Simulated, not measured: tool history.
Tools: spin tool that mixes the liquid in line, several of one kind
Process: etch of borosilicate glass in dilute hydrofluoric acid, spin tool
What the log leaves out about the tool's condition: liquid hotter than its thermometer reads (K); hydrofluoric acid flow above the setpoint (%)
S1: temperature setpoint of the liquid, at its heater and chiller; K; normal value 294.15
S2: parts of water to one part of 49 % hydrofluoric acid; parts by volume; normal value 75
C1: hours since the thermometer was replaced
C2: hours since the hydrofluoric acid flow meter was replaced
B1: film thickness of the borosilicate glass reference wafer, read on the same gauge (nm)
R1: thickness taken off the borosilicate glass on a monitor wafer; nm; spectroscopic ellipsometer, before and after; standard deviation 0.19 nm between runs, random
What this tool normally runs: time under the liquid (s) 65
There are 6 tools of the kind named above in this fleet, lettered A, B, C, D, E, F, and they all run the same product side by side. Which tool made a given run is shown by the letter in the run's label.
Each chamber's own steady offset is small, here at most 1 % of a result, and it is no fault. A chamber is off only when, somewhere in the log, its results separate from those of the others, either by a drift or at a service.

-- day=0.071 chamber F: hydrofluoric acid flow meter replaced
run 1A day=0.483 | S1=294.15 S2=75 time_under_the_liquid_(s)=65 | C1=944.2 C2=1480.6 | B1=69.991 | R1=22.835
run 2C day=0.754 | S1=294.15 S2=75 time_under_the_liquid_(s)=65 | C1=682.7 C2=452.9 | B1=70.012 | R1=23.034
run 3B day=1.046 | S1=294.15 S2=75 time_under_the_liquid_(s)=65 | C1=712.1 C2=431.7 | B1=70.012 | R1=22.851
run 4F day=1.333 | S1=294.15 S2=75 time_under_the_liquid_(s)=65 | C1=99 C2=30.4 | B1=70.021 | R1=22.717
run 5D day=1.638 | S1=294.15 S2=75 time_under_the_liquid_(s)=65 | C1=566.7 C2=1442.5 | B1=70.011 | R1=22.286
run 6E day=1.917 | S1=294.15 S2=75 time_under_the_liquid_(s)=65 | C1=1209.9 C2=397.7 | B1=70.006 | R1=22.394
run 7F day=2.383 | S1=294.15 S2=75 time_under_the_liquid_(s)=65 | C1=124.2 C2=55.6 | B1=70.024 | R1=22.91
run 8D day=2.658 | S1=294.15 S2=75 time_under_the_liquid_(s)=65 | C1=591.2 C2=1467 | B1=70.037 | R1=22.913
run 9C day=3.058 | S1=294.15 S2=75 time_under_the_liquid_(s)=65 | C1=738 C2=508.2 | B1=69.99 | R1=22.823
run 10B day=3.338 | S1=294.15 S2=75 time_under_the_liquid_(s)=65 | C1=767.1 C2=486.7 | B1=70.019 | R1=23.112
run 11A day=3.592 | S1=294.15 S2=75 time_under_the_liquid_(s)=65 | C1=1018.8 C2=1555.2 | B1=69.949 | R1=22.976
-- day=3.862 chamber A: thermometer replaced
run 12E day=4.129 | S1=294.15 S2=75 time_under_the_liquid_(s)=65 | C1=1263 C2=450.8 | B1=70.023 | R1=22.992
run 13A day=4.629 | S1=294.15 S2=75 time_under_the_liquid_(s)=65 | C1=18.5 C2=1580.1 | B1=69.98 | R1=22.96
-- day=4.846 chamber A: hydrofluoric acid flow meter replaced
run 14C day=4.917 | S1=294.15 S2=75 time_under_the_liquid_(s)=65 | C1=782.6 C2=552.8 | B1=69.991 | R1=22.794
run 15D day=5.229 | S1=294.15 S2=75 time_under_the_liquid_(s)=65 | C1=652.9 C2=1528.7 | B1=70.043 | R1=22.851
run 16B day=5.525 | S1=294.15 S2=75 time_under_the_liquid_(s)=65 | C1=819.6 C2=539.2 | B1=69.984 | R1=22.778
run 17F day=5.883 | S1=294.15 S2=75 time_under_the_liquid_(s)=65 | C1=208.2 C2=139.6 | B1=69.95 | R1=22.45
run 18E day=6.3 | S1=294.15 S2=75 time_under_the_liquid_(s)=65 | C1=1315.1 C2=502.9 | B1=69.967 | R1=23.561
run 19D day=6.708 | S1=294.15 S2=75 time_under_the_liquid_(s)=65 | C1=688.4 C2=1564.2 | B1=69.988 | R1=22.598
run 20A day=7.121 | S1=294.15 S2=75 time_under_the_liquid_(s)=65 | C1=78.3 C2=54.6 | B1=70.009 | R1=22.755
run 21C day=7.608 | S1=290.15 S2=75 time_under_the_liquid_(s)=90 | C1=847.2 C2=617.4 | B1=69.994 | R1=27.129
run 22E day=8.142 | S1=290.15 S2=75 time_under_the_liquid_(s)=90 | C1=1359.3 C2=547.1 | B1=69.983 | R1=27.299
run 23F day=8.579 | S1=290.15 S2=75 time_under_the_liquid_(s)=90 | C1=272.9 C2=204.3 | B1=70.011 | R1=26.418
run 24B day=9.121 | S1=290.15 S2=75 time_under_the_liquid_(s)=90 | C1=905.9 C2=625.5 | B1=69.99 | R1=26.434
run 25C day=9.421 | S1=290.15 S2=75 time_under_the_liquid_(s)=90 | C1=890.7 C2=660.9 | B1=69.971 | R1=27.083
run 26A day=9.929 | S1=290.15 S2=75 time_under_the_liquid_(s)=90 | C1=145.7 C2=122 | B1=69.979 | R1=26.357
run 27D day=10.271 | S1=294.15 S2=75 time_under_the_liquid_(s)=65 | C1=773.9 C2=1649.7 | B1=69.997 | R1=22.546
run 28E day=10.675 | S1=294.15 S2=75 time_under_the_liquid_(s)=65 | C1=1420.1 C2=607.9 | B1=69.993 | R1=23.532
-- day=11.079 chamber D: hydrofluoric acid flow meter replaced
run 29B day=11.192 | S1=294.15 S2=75 time_under_the_liquid_(s)=65 | C1=955.6 C2=675.2 | B1=69.986 | R1=22.785
run 30F day=11.575 | S1=294.15 S2=75 time_under_the_liquid_(s)=65 | C1=344.8 C2=276.2 | B1=70.007 | R1=23.15
run 31C day=12.033 | S1=294.15 S2=75 time_under_the_liquid_(s)=65 | C1=953.4 C2=723.6 | B1=70.019 | R1=22.992
run 32F day=12.283 | S1=294.15 S2=75 time_under_the_liquid_(s)=65 | C1=361.8 C2=293.2 | B1=69.967 | R1=22.576
run 33B day=12.767 | S1=294.15 S2=75 time_under_the_liquid_(s)=65 | C1=993.4 C2=713 | B1=70.028 | R1=22.581
run 34D day=13.225 | S1=294.15 S2=75 time_under_the_liquid_(s)=65 | C1=844.8 C2=51.5 | B1=70.023 | R1=22.991
run 35E day=13.75 | S1=294.15 S2=75 time_under_the_liquid_(s)=65 | C1=1493.9 C2=681.7 | B1=69.984 | R1=23.834
run 36A day=14.283 | S1=294.15 S2=75 time_under_the_liquid_(s)=65 | C1=250.2 C2=226.5 | B1=69.999 | R1=22.814
run 37A day=14.742 | S1=294.15 S2=75 time_under_the_liquid_(s)=65 | C1=261.2 C2=237.5 | B1=69.996 | R1=22.152
-- day=14.788 chamber D: thermometer replaced
run 38F day=15.242 | S1=294.15 S2=75 time_under_the_liquid_(s)=65 | C1=432.8 C2=364.2 | B1=69.991 | R1=22.991
run 39B day=15.629 | S1=294.15 S2=75 time_under_the_liquid_(s)=65 | C1=1062.1 C2=781.7 | B1=69.998 | R1=23.091
run 40C day=16.071 | S1=294.15 S2=75 time_under_the_liquid_(s)=65 | C1=1050.3 C2=820.5 | B1=69.955 | R1=23.371
run 41D day=16.517 | S1=294.15 S2=75 time_under_the_liquid_(s)=65 | C1=41.5 C2=130.5 | B1=70.008 | R1=22.574

Is one chamber off against the others, does the gauge drift, or is nothing wrong? If a chamber is off, say which, and what the likeliest cause is.

Chamber E drifts away from the others.
Likeliest cause: liquid hotter than its thermometer reads (K) = 1.85.
The log may not tell that from: hydrofluoric acid flow above the setpoint (%).

Which of the 4 candidates below, each the usual settings with something changed and its results left as question marks, puts chamber E back in line with what the other chambers give on the usual settings?
To be in line, a result may differ from the other chambers' mean on the usual settings by at most: R1 0.67 nm
run 42E-1 day=16.925 | S1=293.65 S2=75 time_under_the_liquid_(s)=65 | R1=?
run 42E-2 day=16.925 | S1=294.15 S2=70 time_under_the_liquid_(s)=65 | R1=?
run 42E-3 day=16.925 | S1=294.15 S2=75 time_under_the_liquid_(s)=60 | R1=?
run 42E-4 day=16.925 | S1=294.65 S2=75 time_under_the_liquid_(s)=65 | R1=?

Usual-settings mean across the other chambers: R1 22.771 nm
run=42E-1 R1=23.996
run=42E-2 R1=26.378
run=42E-3 R1=22.598
run=42E-4 R1=24.984
With 42E-3, the chamber falls back in line with the rest.

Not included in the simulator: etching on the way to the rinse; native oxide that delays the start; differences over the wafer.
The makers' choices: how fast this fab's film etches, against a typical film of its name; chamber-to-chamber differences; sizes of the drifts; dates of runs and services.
